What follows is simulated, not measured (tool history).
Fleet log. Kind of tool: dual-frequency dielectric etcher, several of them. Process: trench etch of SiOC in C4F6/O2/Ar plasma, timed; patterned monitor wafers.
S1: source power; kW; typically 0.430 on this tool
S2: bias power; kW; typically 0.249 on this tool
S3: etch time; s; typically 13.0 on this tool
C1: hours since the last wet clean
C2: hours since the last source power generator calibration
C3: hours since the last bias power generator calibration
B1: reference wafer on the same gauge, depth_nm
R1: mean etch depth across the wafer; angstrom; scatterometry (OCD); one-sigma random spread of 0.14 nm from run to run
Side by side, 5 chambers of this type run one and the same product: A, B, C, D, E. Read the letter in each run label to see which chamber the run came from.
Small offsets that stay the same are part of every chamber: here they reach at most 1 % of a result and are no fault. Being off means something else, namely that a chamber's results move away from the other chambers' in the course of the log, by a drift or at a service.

| run | hour | S1 | S2 | S3 | C1 | C2 | C3 | B1 | R1 |
|---|---|---|---|---|---|---|---|---|---|
| 1A | 8.0 | 0.430 | 0.249 | 13.0 | 18.8 | 528.1 | 1807.5 | 31.281 | 310.30 |
| 2C | 15.0 | 0.430 | 0.249 | 13.0 | 82.1 | 4075.6 | 1943.8 | 31.283 | 308.18 |
|  | 15.9 | chamber D: source power generator calibrated |
| 3B | 20.4 | 0.430 | 0.249 | 13.0 | 114.1 | 1503.0 | 909.7 | 31.290 | 311.04 |
| 4D | 25.2 | 0.430 | 0.249 | 13.0 | 423.3 | 9.4 | 621.5 | 31.324 | 312.32 |
| 5E | 31.3 | 0.460 | 0.249 | 16.5 | 210.1 | 104.3 | 1755.2 | 31.292 | 401.21 |
| 6A | 37.9 | 0.460 | 0.249 | 16.5 | 48.7 | 558.0 | 1837.4 | 31.324 | 403.48 |
| 7C | 42.8 | 0.460 | 0.249 | 16.5 | 109.9 | 4103.4 | 1971.6 | 31.278 | 403.29 |
| 8D | 49.9 | 0.460 | 0.249 | 16.5 | 448.0 | 34.1 | 646.2 | 31.328 | 403.03 |
| 9E | 57.6 | 0.460 | 0.249 | 16.5 | 236.4 | 130.6 | 1781.5 | 31.316 | 401.58 |
| 10B | 61.8 | 0.430 | 0.249 | 13.0 | 155.5 | 1544.4 | 951.1 | 31.287 | 309.78 |
| 11B | 66.5 | 0.430 | 0.249 | 13.0 | 160.2 | 1549.1 | 955.8 | 31.259 | 307.07 |
| 12E | 72.5 | 0.430 | 0.249 | 13.0 | 251.3 | 145.5 | 1796.4 | 31.305 | 307.95 |
| 13D | 80.8 | 0.430 | 0.249 | 13.0 | 478.9 | 65.0 | 677.1 | 31.287 | 309.97 |
| 14C | 88.3 | 0.380 | 0.249 | 16.0 | 155.4 | 4148.9 | 2017.1 | 31.302 | 365.92 |
|  | 96.6 | chamber D: wet clean of the chamber |
| 15A | 96.7 | 0.380 | 0.249 | 16.0 | 107.5 | 616.8 | 1896.2 | 31.272 | 359.97 |
| 16D | 101.1 | 0.380 | 0.249 | 16.0 | 4.5 | 85.3 | 697.4 | 31.338 | 366.43 |
| 17E | 108.5 | 0.380 | 0.249 | 16.0 | 287.3 | 181.5 | 1832.4 | 31.274 | 368.29 |
| 18B | 114.9 | 0.380 | 0.249 | 16.0 | 208.6 | 1597.5 | 1004.2 | 31.288 | 362.24 |
| 19C | 121.7 | 0.430 | 0.249 | 13.0 | 188.8 | 4182.3 | 2050.5 | 31.275 | 309.54 |
| 20A | 126.3 | 0.430 | 0.249 | 13.0 | 137.1 | 646.4 | 1925.8 | 31.328 | 312.52 |
| 21A | 132.3 | 0.430 | 0.249 | 13.0 | 143.1 | 652.4 | 1931.8 | 31.286 | 309.12 |
| 22E | 140.4 | 0.430 | 0.249 | 13.0 | 319.2 | 213.4 | 1864.3 | 31.321 | 312.70 |
| 23B | 147.6 | 0.430 | 0.249 | 13.0 | 241.3 | 1630.2 | 1036.9 | 31.293 | 309.54 |
| 24D | 154.1 | 0.430 | 0.249 | 13.0 | 57.5 | 138.3 | 750.4 | 31.327 | 310.03 |
| 25C | 158.0 | 0.430 | 0.249 | 13.0 | 225.1 | 4218.6 | 2086.8 | 31.289 | 312.75 |
| 26C | 163.8 | 0.430 | 0.249 | 13.0 | 230.9 | 4224.4 | 2092.6 | 31.296 | 310.12 |
| 27B | 171.0 | 0.520 | 0.299 | 13.0 | 264.7 | 1653.6 | 1060.3 | 31.295 | 355.10 |
| 28E | 175.2 | 0.520 | 0.299 | 13.0 | 354.0 | 248.2 | 1899.1 | 31.313 | 368.10 |
| 29A | 181.1 | 0.520 | 0.299 | 13.0 | 191.9 | 701.2 | 1980.6 | 31.294 | 353.53 |
| 30D | 185.6 | 0.520 | 0.299 | 13.0 | 89.0 | 169.8 | 781.9 | 31.307 | 353.79 |
| 31D | 191.9 | 0.520 | 0.299 | 13.0 | 95.3 | 176.1 | 788.2 | 31.307 | 352.93 |
| 32E | 197.0 | 0.430 | 0.249 | 13.0 | 375.8 | 270.0 | 1920.9 | 31.334 | 320.28 |
| 33B | 202.3 | 0.430 | 0.249 | 13.0 | 296.0 | 1684.9 | 1091.6 | 31.330 | 310.24 |
| 34C | 207.8 | 0.430 | 0.249 | 13.0 | 274.9 | 4268.4 | 2136.6 | 31.326 | 309.56 |
| 35A | 212.9 | 0.430 | 0.288 | 11.0 | 223.7 | 733.0 | 2012.4 | 31.297 | 275.56 |

For the next run the whole fleet of 5 chambers uses the same settings. Give each chamber's results:
| 36A | 218.9 | 0.380 | 0.249 | 13.0 |  |  |  |  | ? |
| 36B | 218.9 | 0.380 | 0.249 | 13.0 |  |  |  |  | ? |
| 36C | 218.9 | 0.380 | 0.249 | 13.0 |  |  |  |  | ? |
| 36D | 218.9 | 0.380 | 0.249 | 13.0 |  |  |  |  | ? |
| 36E | 218.9 | 0.380 | 0.249 | 13.0 |  |  |  |  | ? |

| run | R1 |
|---|---|
| 36A | 294.03 |
| 36B | 296.16 |
| 36C | 297.08 |
| 36D | 296.49 |
| 36E | 308.97 |
